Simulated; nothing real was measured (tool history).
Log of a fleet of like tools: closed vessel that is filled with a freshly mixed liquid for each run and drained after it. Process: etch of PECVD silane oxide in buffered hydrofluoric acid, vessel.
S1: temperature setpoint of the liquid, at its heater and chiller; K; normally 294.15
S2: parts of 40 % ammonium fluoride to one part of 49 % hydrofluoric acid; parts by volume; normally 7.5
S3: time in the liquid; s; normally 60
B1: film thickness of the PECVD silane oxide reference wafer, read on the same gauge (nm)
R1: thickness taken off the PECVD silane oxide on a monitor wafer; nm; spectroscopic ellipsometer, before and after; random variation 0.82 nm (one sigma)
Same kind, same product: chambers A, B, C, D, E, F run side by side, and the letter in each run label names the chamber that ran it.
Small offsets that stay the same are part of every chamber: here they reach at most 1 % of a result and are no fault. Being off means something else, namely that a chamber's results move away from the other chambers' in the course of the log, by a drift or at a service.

run   hour      S1   S2  S3      B1      R1
       9.2  -- chamber B: hydrofluoric acid flow meter replaced
 1D   15.9  294.15  7.5  60  69.991  245.65
 2A   31.8  294.15  7.5  60  70.004  246.18
 3F   43.8  294.15  7.5  60      70  245.09
 4C   53.7  294.15  7.5  60  70.003  246.06
 5B     68  294.15  7.5  60  70.025  246.75
 6E   82.8  294.15  7.5  60  70.013  246.51
 7C   94.3  294.15  7.5  60  70.019  244.62
 8D  108.9  294.15  7.5  60  69.986  245.38
 9E  123.6  294.15  7.5  60   69.99  244.64
10F    131  292.15  7.5  60  70.004  218.65
11A  139.9  292.15  7.5  60  69.979  218.86
12B  150.8  292.15  7.5  60  70.003  219.85
13B  165.7  292.15  7.5  60  70.005  220.18
14D  176.8  292.15  7.5  60  70.018  219.24
15C  183.9  292.15  7.5  60  70.026  220.26
16E  192.9  294.15  7.5  60  69.989  246.52
17F  208.9  294.15  7.5  60  69.982  244.13
     224.1  -- chamber F: hydrofluoric acid flow meter replaced
18A  224.5  297.15  7.5  60  70.004  289.54
     230.8  -- chamber B: thermometer replaced
19D    236  297.15  7.5  60  70.014  289.38
20B  246.1  297.15  7.5  60  69.995  289.66
21E  261.4  297.15  7.5  60  70.014  291.82
22F  274.1  297.15  7.5  60  69.977  288.31
23C  282.5  297.15  7.5  60  69.998  287.72
24A  290.9  294.15  7.5  60  69.978   246.3
25C  303.1  294.15  7.5  60  69.975  245.96
     305.1  -- chamber C: hydrofluoric acid flow meter replaced
26E  315.1  294.15  7.5  60  70.001  246.93
27A  330.7  294.15  7.5  60  69.989  245.43
     333.1  -- chamber E: hydrofluoric acid flow meter replaced
28D  339.7  294.15  7.5  60  70.014   244.3
29B  351.8  294.15  7.5  60   69.98  244.26
30F  358.8  294.15  7.5  60  70.021   245.7
31A  367.7  294.15  7.5  60  70.011  246.88
32E  376.3  294.15  7.5  60  70.038  246.44
     376.6  -- chamber A: hydrofluoric acid flow meter replaced
33B  389.1  294.15  7.5  60  70.004  244.23
     398.1  -- chamber B: hydrofluoric acid flow meter replaced
34F  398.2  294.15  7.5  60  70.001  245.32
35D  410.2  294.15  7.5  60  69.992   245.3
36C  418.5  294.15  7.5  60  70.018  244.82
37A    429  294.15  7.5  60  69.974  246.16
38E    437  294.15  7.5  60  69.981  247.81
39B  446.7  294.15  7.5  60  70.013  244.18
40C  454.5  294.15  7.5  60  69.991  244.97

For the next run the whole fleet of 6 chambers uses the same settings. Give each chamber's results:
41A  466.1  294.15  7.5  60       ?
41B  466.1  294.15  7.5  60       ?
41C  466.1  294.15  7.5  60       ?
41D  466.1  294.15  7.5  60       ?
41E  466.1  294.15  7.5  60       ?
41F  466.1  294.15  7.5  60       ?

run      R1
41A  245.96
41B   243.8
41C  245.47
41D  244.86
41E   247.3
41F  243.78
